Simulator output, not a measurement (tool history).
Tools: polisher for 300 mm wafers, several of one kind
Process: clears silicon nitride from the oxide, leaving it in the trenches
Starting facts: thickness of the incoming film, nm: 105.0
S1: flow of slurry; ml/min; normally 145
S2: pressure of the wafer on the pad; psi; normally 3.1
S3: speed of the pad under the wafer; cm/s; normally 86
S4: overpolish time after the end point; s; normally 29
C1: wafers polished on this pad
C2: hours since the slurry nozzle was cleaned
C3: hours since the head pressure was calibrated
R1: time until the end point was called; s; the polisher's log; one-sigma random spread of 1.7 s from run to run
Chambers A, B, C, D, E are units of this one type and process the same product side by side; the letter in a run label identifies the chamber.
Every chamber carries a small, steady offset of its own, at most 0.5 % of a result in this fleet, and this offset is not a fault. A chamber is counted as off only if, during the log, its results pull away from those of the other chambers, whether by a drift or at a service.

run 1B hour=7.3 | S1=145 S2=3.1 S3=86 S4=29 | C1=337 C2=538.7 C3=379.0 | R1=121.560
-- hour=11.8 chamber A: worn pad replaced by a new one
run 2C hour=19.9 | S1=145 S2=3.1 S3=86 S4=29 | C1=195 C2=202.2 C3=982.0 | R1=121.170
run 3E hour=31.6 | S1=145 S2=3.1 S3=86 S4=29 | C1=566 C2=56.7 C3=205.9 | R1=121.260
-- hour=34.4 chamber A: slurry nozzle cleaned
-- hour=39.6 chamber B: worn pad replaced by a new one
run 4D hour=43.9 | S1=145 S2=3.1 S3=86 S4=29 | C1=602 C2=348.8 C3=159.7 | R1=122.730
run 5A hour=51.0 | S1=145 S2=3.1 S3=86 S4=29 | C1=352 C2=16.6 C3=1304.5 | R1=117.430
-- hour=56.0 chamber E: worn pad replaced by a new one
run 6D hour=60.9 | S1=145 S2=3.1 S3=102 S4=29 | C1=755 C2=365.8 C3=176.7 | R1=101.350
-- hour=68.9 chamber D: worn pad replaced by a new one
run 7E hour=73.1 | S1=145 S2=3.1 S3=102 S4=29 | C1=154 C2=98.2 C3=247.4 | R1=101.020
run 8C hour=83.0 | S1=145 S2=3.1 S3=102 S4=29 | C1=762 C2=265.3 C3=1045.1 | R1=101.050
run 9B hour=98.3 | S1=145 S2=3.1 S3=102 S4=29 | C1=528 C2=629.7 C3=470.0 | R1=104.310
-- hour=105.4 chamber A: head pressure recalibrated
-- hour=107.5 chamber C: worn pad replaced by a new one
-- hour=111.3 chamber C: slurry nozzle cleaned
run 10A hour=113.8 | S1=145 S2=3.1 S3=102 S4=29 | C1=917 C2=79.4 C3=8.4 | R1=103.050
-- hour=121.4 chamber E: worn pad replaced by a new one
-- hour=121.8 chamber B: worn pad replaced by a new one
run 11A hour=126.5 | S1=145 S2=3.1 S3=86 S4=29 | C1=1031 C2=92.1 C3=21.1 | R1=123.820
run 12C hour=136.7 | S1=145 S2=3.1 S3=86 S4=29 | C1=263 C2=25.5 C3=1098.8 | R1=121.060
run 13B hour=148.4 | S1=145 S2=3.1 S3=60 S4=15 | C1=239 C2=679.8 C3=520.1 | R1=171.630
-- hour=157.1 chamber A: worn pad replaced by a new one
run 14E hour=161.6 | S1=145 S2=3.1 S3=60 S4=15 | C1=361 C2=186.7 C3=335.9 | R1=174.350
run 15D hour=171.9 | S1=145 S2=3.1 S3=60 S4=15 | C1=926 C2=476.8 C3=287.7 | R1=172.560
-- hour=177.3 chamber D: worn pad replaced by a new one
run 16A hour=186.1 | S1=145 S2=3.1 S3=60 S4=15 | C1=260 C2=151.7 C3=80.7 | R1=170.370
-- hour=187.1 chamber E: worn pad replaced by a new one
-- hour=190.2 chamber C: worn pad replaced by a new one
-- hour=190.9 chamber D: slurry nozzle cleaned
run 17E hour=194.2 | S1=145 S2=3.1 S3=60 S4=15 | C1=64 C2=219.3 C3=368.5 | R1=174.470
run 18B hour=202.8 | S1=145 S2=3.1 S3=86 S4=29 | C1=728 C2=734.2 C3=574.5 | R1=120.110
-- hour=203.9 chamber B: worn pad replaced by a new one
run 19C hour=211.3 | S1=145 S2=3.6 S3=86 S4=29 | C1=190 C2=100.1 C3=1173.4 | R1=102.990
run 20D hour=218.6 | S1=145 S2=3.6 S3=86 S4=29 | C1=371 C2=27.7 C3=334.4 | R1=105.310
run 21E hour=230.0 | S1=145 S2=3.6 S3=86 S4=29 | C1=386 C2=255.1 C3=404.3 | R1=103.680
run 22C hour=237.8 | S1=145 S2=3.6 S3=86 S4=29 | C1=428 C2=126.6 C3=1199.9 | R1=104.520
run 23A hour=252.7 | S1=145 S2=3.6 S3=86 S4=29 | C1=859 C2=218.3 C3=147.3 | R1=103.490
-- hour=256.2 chamber E: worn pad replaced by a new one
run 24B hour=267.4 | S1=145 S2=3.1 S3=86 S4=29 | C1=571 C2=798.8 C3=639.1 | R1=123.730
-- hour=274.9 chamber B: worn pad replaced by a new one
run 25D hour=275.1 | S1=145 S2=3.1 S3=86 S4=29 | C1=880 C2=84.2 C3=390.9 | R1=118.640
-- hour=285.9 chamber D: worn pad replaced by a new one
-- hour=288.9 chamber C: worn pad replaced by a new one
run 26D hour=289.4 | S1=145 S2=3.1 S3=86 S4=29 | C1=31 C2=98.5 C3=405.2 | R1=120.520
-- hour=293.5 chamber A: worn pad replaced by a new one
run 27C hour=303.3 | S1=145 S2=3.1 S3=86 S4=29 | C1=129 C2=192.1 C3=1265.4 | R1=118.270
run 28A hour=313.1 | S1=145 S2=3.1 S3=86 S4=29 | C1=176 C2=278.7 C3=207.7 | R1=120.470
run 29B hour=328.1 | S1=145 S2=3.1 S3=86 S4=29 | C1=478 C2=859.5 C3=699.8 | R1=127.200
-- hour=331.1 chamber E: worn pad replaced by a new one
run 30E hour=336.2 | S1=145 S2=3.7 S3=86 S4=29 | C1=46 C2=361.3 C3=510.5 | R1=101.530
run 31A hour=346.4 | S1=145 S2=3.7 S3=86 S4=29 | C1=476 C2=312.0 C3=241.0 | R1=99.667
-- hour=351.0 chamber B: worn pad replaced by a new one
run 32E hour=358.3 | S1=145 S2=3.7 S3=86 S4=29 | C1=245 C2=383.4 C3=532.6 | R1=101.260
run 33D hour=371.3 | S1=145 S2=3.7 S3=86 S4=29 | C1=768 C2=180.4 C3=487.1 | R1=100.000
run 34B hour=380.0 | S1=145 S2=3.7 S3=86 S4=29 | C1=261 C2=911.4 C3=751.7 | R1=110.870

Next, all 5 chambers run the settings below, one line each with question marks for the results. What does each chamber give?
run 35A hour=391.2 | S1=145 S2=3.1 S3=86 S4=29 | R1=?
run 35B hour=391.2 | S1=145 S2=3.1 S3=86 S4=29 | R1=?
run 35C hour=391.2 | S1=145 S2=3.1 S3=86 S4=29 | R1=?
run 35D hour=391.2 | S1=145 S2=3.1 S3=86 S4=29 | R1=?
run 35E hour=391.2 | S1=145 S2=3.1 S3=86 S4=29 | R1=?

run=35A R1=120.250
run=35B R1=130.150
run=35C R1=121.620
run=35D R1=122.470
run=35E R1=121.490
